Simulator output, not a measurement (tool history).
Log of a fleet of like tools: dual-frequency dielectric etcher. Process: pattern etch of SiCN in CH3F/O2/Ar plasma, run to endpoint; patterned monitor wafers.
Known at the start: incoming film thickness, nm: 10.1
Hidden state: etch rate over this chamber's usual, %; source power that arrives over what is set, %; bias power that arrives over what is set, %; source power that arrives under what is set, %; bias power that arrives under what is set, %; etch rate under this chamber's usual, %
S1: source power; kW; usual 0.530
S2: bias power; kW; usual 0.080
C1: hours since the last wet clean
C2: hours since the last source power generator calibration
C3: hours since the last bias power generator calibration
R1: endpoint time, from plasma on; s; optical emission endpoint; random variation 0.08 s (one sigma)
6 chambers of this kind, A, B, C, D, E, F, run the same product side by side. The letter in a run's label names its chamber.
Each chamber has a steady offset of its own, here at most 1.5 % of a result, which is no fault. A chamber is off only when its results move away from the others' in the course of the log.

| run | hour | S1 | S2 | C1 | C2 | C3 | R1 |
|---|---|---|---|---|---|---|---|
|  | 1.7 | chamber F: wet clean of the chamber |
| 1E | 5.2 | 0.530 | 0.080 | 393.2 | 927.7 | 62.9 | 23.413 |
| 2B | 12.7 | 0.530 | 0.080 | 205.9 | 943.9 | 3147.7 | 23.071 |
| 3A | 21.5 | 0.530 | 0.080 | 249.6 | 1158.9 | 3039.3 | 23.137 |
| 4D | 28.9 | 0.530 | 0.080 | 286.4 | 1271.9 | 3249.6 | 23.198 |
| 5C | 33.6 | 0.530 | 0.080 | 118.0 | 742.5 | 1510.1 | 23.622 |
| 6F | 42.4 | 0.530 | 0.080 | 40.7 | 2248.3 | 693.9 | 23.202 |
| 7E | 50.0 | 0.530 | 0.080 | 438.0 | 972.5 | 107.7 | 23.331 |
| 8D | 60.0 | 0.530 | 0.065 | 317.5 | 1303.0 | 3280.7 | 25.032 |
| 9A | 66.9 | 0.530 | 0.065 | 295.0 | 1204.3 | 3084.7 | 25.086 |
| 10F | 72.1 | 0.530 | 0.065 | 70.4 | 2278.0 | 723.6 | 24.779 |
| 11B | 81.9 | 0.530 | 0.065 | 275.1 | 1013.1 | 3216.9 | 24.848 |
| 12C | 87.0 | 0.530 | 0.065 | 171.4 | 795.9 | 1563.5 | 25.244 |
| 13B | 97.1 | 0.530 | 0.065 | 290.3 | 1028.3 | 3232.1 | 24.965 |
| 14C | 104.4 | 0.530 | 0.094 | 188.8 | 813.3 | 1580.9 | 22.477 |
| 15D | 114.1 | 0.530 | 0.094 | 371.6 | 1357.1 | 3334.8 | 21.997 |
| 16A | 118.8 | 0.530 | 0.094 | 346.9 | 1256.2 | 3136.6 | 22.011 |
| 17F | 126.3 | 0.530 | 0.094 | 124.6 | 2332.2 | 777.8 | 21.856 |
| 18E | 135.5 | 0.530 | 0.094 | 523.5 | 1058.0 | 193.2 | 22.139 |
|  | 136.2 | chamber E: wet clean of the chamber |
| 19C | 144.2 | 0.530 | 0.094 | 228.6 | 853.1 | 1620.7 | 22.300 |
| 20B | 153.5 | 0.530 | 0.080 | 346.7 | 1084.7 | 3288.5 | 23.206 |
| 21A | 162.2 | 0.530 | 0.080 | 390.3 | 1299.6 | 3180.0 | 23.300 |
| 22E | 166.6 | 0.530 | 0.080 | 30.5 | 1089.1 | 224.3 | 24.277 |
| 23D | 175.2 | 0.650 | 0.094 | 432.7 | 1418.2 | 3395.9 | 20.322 |
|  | 176.8 | chamber A: bias power generator calibrated |
| 24F | 180.7 | 0.650 | 0.094 | 179.0 | 2386.6 | 832.2 | 20.241 |
|  | 184.6 | chamber D: wet clean of the chamber |
| 25E | 190.6 | 0.650 | 0.094 | 54.5 | 1113.1 | 248.3 | 21.238 |
| 26B | 200.1 | 0.650 | 0.094 | 393.3 | 1131.3 | 3335.1 | 20.353 |
| 27C | 209.4 | 0.650 | 0.094 | 293.8 | 918.3 | 1685.9 | 20.707 |
| 28A | 214.3 | 0.650 | 0.094 | 442.4 | 1351.7 | 37.5 | 20.405 |
| 29F | 224.5 | 0.530 | 0.080 | 222.8 | 2430.4 | 876.0 | 23.137 |
| 30D | 233.0 | 0.530 | 0.080 | 48.5 | 1476.0 | 3453.7 | 23.503 |
| 31E | 240.1 | 0.580 | 0.074 | 104.0 | 1162.6 | 297.8 | 24.081 |
| 32F | 247.8 | 0.580 | 0.074 | 246.1 | 2453.7 | 899.3 | 22.794 |
| 33B | 253.2 | 0.580 | 0.074 | 446.4 | 1184.4 | 3388.2 | 23.005 |
| 34D | 258.9 | 0.580 | 0.074 | 74.4 | 1501.9 | 3479.6 | 23.137 |
| 35C | 267.1 | 0.580 | 0.074 | 351.5 | 976.0 | 1743.6 | 23.540 |
| 36A | 274.6 | 0.580 | 0.074 | 502.7 | 1412.0 | 97.8 | 23.079 |

All 6 chambers run these settings next. Forecast each chamber's results:
| 37A | 281.9 | 0.530 | 0.088 |  |  |  | ? |
| 37B | 281.9 | 0.530 | 0.088 |  |  |  | ? |
| 37C | 281.9 | 0.530 | 0.088 |  |  |  | ? |
| 37D | 281.9 | 0.530 | 0.088 |  |  |  | ? |
| 37E | 281.9 | 0.530 | 0.088 |  |  |  | ? |
| 37F | 281.9 | 0.530 | 0.088 |  |  |  | ? |

| run | R1 |
|---|---|
| 37A | 22.481 |
| 37B | 22.353 |
| 37C | 22.852 |
| 37D | 22.412 |
| 37E | 23.437 |
| 37F | 22.288 |
